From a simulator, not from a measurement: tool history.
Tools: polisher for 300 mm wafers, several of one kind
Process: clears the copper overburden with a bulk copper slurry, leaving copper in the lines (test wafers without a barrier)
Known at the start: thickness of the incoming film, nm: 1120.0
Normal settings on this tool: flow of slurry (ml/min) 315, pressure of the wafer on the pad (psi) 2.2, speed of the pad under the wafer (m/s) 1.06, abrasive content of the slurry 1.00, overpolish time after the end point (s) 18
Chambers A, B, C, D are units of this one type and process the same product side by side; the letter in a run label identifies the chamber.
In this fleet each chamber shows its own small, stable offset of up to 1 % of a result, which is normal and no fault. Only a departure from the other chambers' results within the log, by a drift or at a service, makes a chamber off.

run,hour,flow of slurry (ml/min),pressure of the wafer on the pad (psi),speed of the pad under the wafer (m/s),abrasive content of the slurry,overpolish time after the end point (s),time until the end point was called (s),dishing of a wide line in a test structure (nm)
1B,5.5,315,2.2,1.06,1.00,18,170.22,68.738
2A,9.5,315,2.2,1.06,1.00,18,169.80,68.275
3C,16.0,315,2.2,1.06,1.00,18,163.32,66.656
4D,20.2,315,2.2,1.06,1.00,18,168.70,70.984
# hour 24.2: chamber B: slurry blender recalibrated
5A,26.3,315,2.2,1.06,1.00,18,163.84,66.629
# hour 29.5: chamber B: worn pad replaced by a new one
6B,34.7,315,2.2,1.06,1.00,18,164.29,71.625
# hour 41.1: chamber C: slurry blender recalibrated
7D,41.8,315,2.2,1.06,1.00,18,164.53,71.105
8C,46.9,315,2.2,1.06,1.00,18,165.31,70.514
9A,52.3,315,2.2,1.06,1.00,18,165.46,67.840
10D,59.1,315,2.2,1.06,1.00,18,172.52,67.188
11C,66.8,315,2.2,1.06,1.00,18,167.09,69.539
12B,71.3,315,2.2,0.88,0.75,18,217.30,57.558
13A,75.3,315,2.2,0.88,0.75,18,219.43,55.993
14B,80.0,315,2.2,0.88,0.75,18,210.10,59.388
15D,86.4,315,2.2,0.88,0.75,18,213.67,57.500
16C,93.6,315,2.2,1.06,1.00,18,163.96,70.263
17C,100.9,315,2.2,1.06,1.00,18,170.96,69.052
18B,105.8,315,2.2,1.06,1.00,18,169.24,69.191
19D,111.8,315,2.2,1.06,1.00,27,168.32,90.760
20A,118.3,315,2.2,1.06,1.00,27,167.19,87.058
21B,127.2,315,2.2,1.06,1.00,27,166.83,91.162
# hour 131.9: chamber B: slurry blender recalibrated
# hour 132.9: chamber A: worn pad replaced by a new one
22C,134.9,315,2.2,1.06,1.00,27,168.74,87.695
23D,140.0,315,2.2,1.06,1.00,18,167.75,68.541
# hour 143.2: chamber C: worn pad replaced by a new one
24A,146.9,315,2.2,1.06,1.00,18,165.61,69.065
# hour 151.5: chamber D: worn pad replaced by a new one
25B,155.3,315,2.2,1.06,1.00,18,167.03,69.031
26C,160.4,315,2.2,1.06,1.00,18,164.44,70.037
27D,165.4,315,2.2,1.06,1.00,18,160.63,71.904
# hour 167.7: chamber B: worn pad replaced by a new one
# hour 170.7: chamber C: slurry blender recalibrated
28A,171.7,315,2.2,1.06,1.00,18,168.89,69.105
# hour 175.4: chamber A: slurry blender recalibrated
29A,176.5,315,2.2,1.06,1.00,18,168.52,69.532
30B,184.8,315,2.2,1.06,1.00,18,172.42,70.539
31C,193.2,315,2.2,1.06,1.00,18,167.13,71.211
32D,201.1,315,1.9,1.06,1.00,18,196.55,60.935
33B,205.0,315,1.9,1.06,1.00,18,195.39,60.994
34D,211.4,315,1.9,1.06,1.00,18,193.75,61.455
35A,218.0,315,1.9,1.06,1.00,18,198.62,63.736

Is one chamber out of step, is the gauge drifting, or do the chambers differ by no more than their own small offsets? For an off chamber, give its letter and the likeliest cause.

The fleet is healthy, with each chamber sitting at its usual small offset and no drift in the gauge.
